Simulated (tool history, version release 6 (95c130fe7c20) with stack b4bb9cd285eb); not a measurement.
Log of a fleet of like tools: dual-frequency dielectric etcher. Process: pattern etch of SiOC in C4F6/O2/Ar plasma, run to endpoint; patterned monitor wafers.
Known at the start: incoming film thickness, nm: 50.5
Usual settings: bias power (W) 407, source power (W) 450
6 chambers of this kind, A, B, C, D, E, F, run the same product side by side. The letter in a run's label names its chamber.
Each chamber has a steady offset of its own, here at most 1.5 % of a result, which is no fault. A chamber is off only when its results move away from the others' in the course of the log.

{"run": "1C", "day": 0.542, "bias power (W)": 407, "source power (W)": 450, "endpoint time (s)": 17.684}
{"run": "2F", "day": 0.971, "bias power (W)": 407, "source power (W)": 450, "endpoint time (s)": 17.526}
{"day": 1.338, "done": "chamber B: wet clean of the chamber"}
{"run": "3A", "day": 1.379, "bias power (W)": 407, "source power (W)": 450, "endpoint time (s)": 17.621}
{"run": "4B", "day": 2.038, "bias power (W)": 407, "source power (W)": 450, "endpoint time (s)": 17.652}
{"run": "5D", "day": 2.392, "bias power (W)": 407, "source power (W)": 450, "endpoint time (s)": 17.602}
{"run": "6E", "day": 2.717, "bias power (W)": 407, "source power (W)": 450, "endpoint time (s)": 17.608}
{"run": "7F", "day": 3.038, "bias power (W)": 407, "source power (W)": 450, "endpoint time (s)": 17.569}
{"day": 3.408, "done": "chamber E: source power generator calibrated"}
{"run": "8D", "day": 3.625, "bias power (W)": 485, "source power (W)": 410, "endpoint time (s)": 16.917}
{"run": "9A", "day": 4.1, "bias power (W)": 485, "source power (W)": 410, "endpoint time (s)": 17.083}
{"run": "10C", "day": 4.729, "bias power (W)": 485, "source power (W)": 410, "endpoint time (s)": 17.226}
{"run": "11B", "day": 5.067, "bias power (W)": 485, "source power (W)": 410, "endpoint time (s)": 17.167}
{"run": "12E", "day": 5.729, "bias power (W)": 485, "source power (W)": 410, "endpoint time (s)": 17.141}
{"day": 6.217, "done": "chamber C: source power generator calibrated"}
{"run": "13F", "day": 6.3, "bias power (W)": 485, "source power (W)": 410, "endpoint time (s)": 16.999}
{"run": "14E", "day": 6.883, "bias power (W)": 407, "source power (W)": 450, "endpoint time (s)": 17.681}
{"run": "15A", "day": 7.183, "bias power (W)": 407, "source power (W)": 450, "endpoint time (s)": 17.529}
{"run": "16C", "day": 7.579, "bias power (W)": 462, "source power (W)": 550, "endpoint time (s)": 15.762}
{"run": "17D", "day": 8.25, "bias power (W)": 462, "source power (W)": 550, "endpoint time (s)": 15.217}
{"run": "18B", "day": 8.7, "bias power (W)": 462, "source power (W)": 550, "endpoint time (s)": 15.687}
{"run": "19F", "day": 9.054, "bias power (W)": 462, "source power (W)": 550, "endpoint time (s)": 15.547}
{"run": "20E", "day": 9.55, "bias power (W)": 462, "source power (W)": 550, "endpoint time (s)": 15.573}
{"run": "21A", "day": 10.208, "bias power (W)": 462, "source power (W)": 550, "endpoint time (s)": 15.601}
{"run": "22C", "day": 10.742, "bias power (W)": 407, "source power (W)": 450, "endpoint time (s)": 17.688}
{"run": "23B", "day": 11.288, "bias power (W)": 407, "source power (W)": 450, "endpoint time (s)": 17.674}
{"run": "24D", "day": 11.783, "bias power (W)": 407, "source power (W)": 450, "endpoint time (s)": 16.996}
{"run": "25B", "day": 12.196, "bias power (W)": 407, "source power (W)": 450, "endpoint time (s)": 17.688}
{"day": 12.475, "done": "chamber F: wet clean of the chamber"}
{"run": "26E", "day": 12.592, "bias power (W)": 324, "source power (W)": 560, "endpoint time (s)": 17.417}
{"day": 12.75, "done": "chamber E: bias power generator calibrated"}
{"run": "27F", "day": 12.892, "bias power (W)": 324, "source power (W)": 560, "endpoint time (s)": 17.503}
{"day": 13.338, "done": "chamber A: wet clean of the chamber"}
{"run": "28D", "day": 13.4, "bias power (W)": 324, "source power (W)": 560, "endpoint time (s)": 16.857}
{"run": "29A", "day": 13.738, "bias power (W)": 324, "source power (W)": 560, "endpoint time (s)": 17.566}
{"day": 14.262, "done": "chamber C: wet clean of the chamber"}
{"run": "30C", "day": 14.338, "bias power (W)": 324, "source power (W)": 560, "endpoint time (s)": 17.702}
{"run": "31F", "day": 14.808, "bias power (W)": 324, "source power (W)": 560, "endpoint time (s)": 17.36}
{"day": 15.179, "done": "chamber E: wet clean of the chamber"}
{"run": "32A", "day": 15.292, "bias power (W)": 407, "source power (W)": 450, "endpoint time (s)": 17.615}
{"run": "33C", "day": 15.771, "bias power (W)": 407, "source power (W)": 450, "endpoint time (s)": 17.72}
{"run": "34D", "day": 16.179, "bias power (W)": 407, "source power (W)": 450, "endpoint time (s)": 16.739}
{"run": "35E", "day": 16.475, "bias power (W)": 407, "source power (W)": 450, "endpoint time (s)": 17.572}
{"run": "36B", "day": 17.05, "bias power (W)": 407, "source power (W)": 450, "endpoint time (s)": 17.747}

All 6 chambers run these settings next. Forecast each chamber's results:
{"run": "37A", "day": 17.529, "bias power (W)": 407, "source power (W)": 390, "endpoint time (s)": "?"}
{"run": "37B", "day": 17.529, "bias power (W)": 407, "source power (W)": 390, "endpoint time (s)": "?"}
{"run": "37C", "day": 17.529, "bias power (W)": 407, "source power (W)": 390, "endpoint time (s)": "?"}
{"run": "37D", "day": 17.529, "bias power (W)": 407, "source power (W)": 390, "endpoint time (s)": "?"}
{"run": "37E", "day": 17.529, "bias power (W)": 407, "source power (W)": 390, "endpoint time (s)": "?"}
{"run": "37F", "day": 17.529, "bias power (W)": 407, "source power (W)": 390, "endpoint time (s)": "?"}

run=37A endpoint_time_(s)=18.542
run=37B endpoint_time_(s)=18.627
run=37C endpoint_time_(s)=18.710
run=37D endpoint_time_(s)=17.672
run=37E endpoint_time_(s)=18.650
run=37F endpoint_time_(s)=18.514

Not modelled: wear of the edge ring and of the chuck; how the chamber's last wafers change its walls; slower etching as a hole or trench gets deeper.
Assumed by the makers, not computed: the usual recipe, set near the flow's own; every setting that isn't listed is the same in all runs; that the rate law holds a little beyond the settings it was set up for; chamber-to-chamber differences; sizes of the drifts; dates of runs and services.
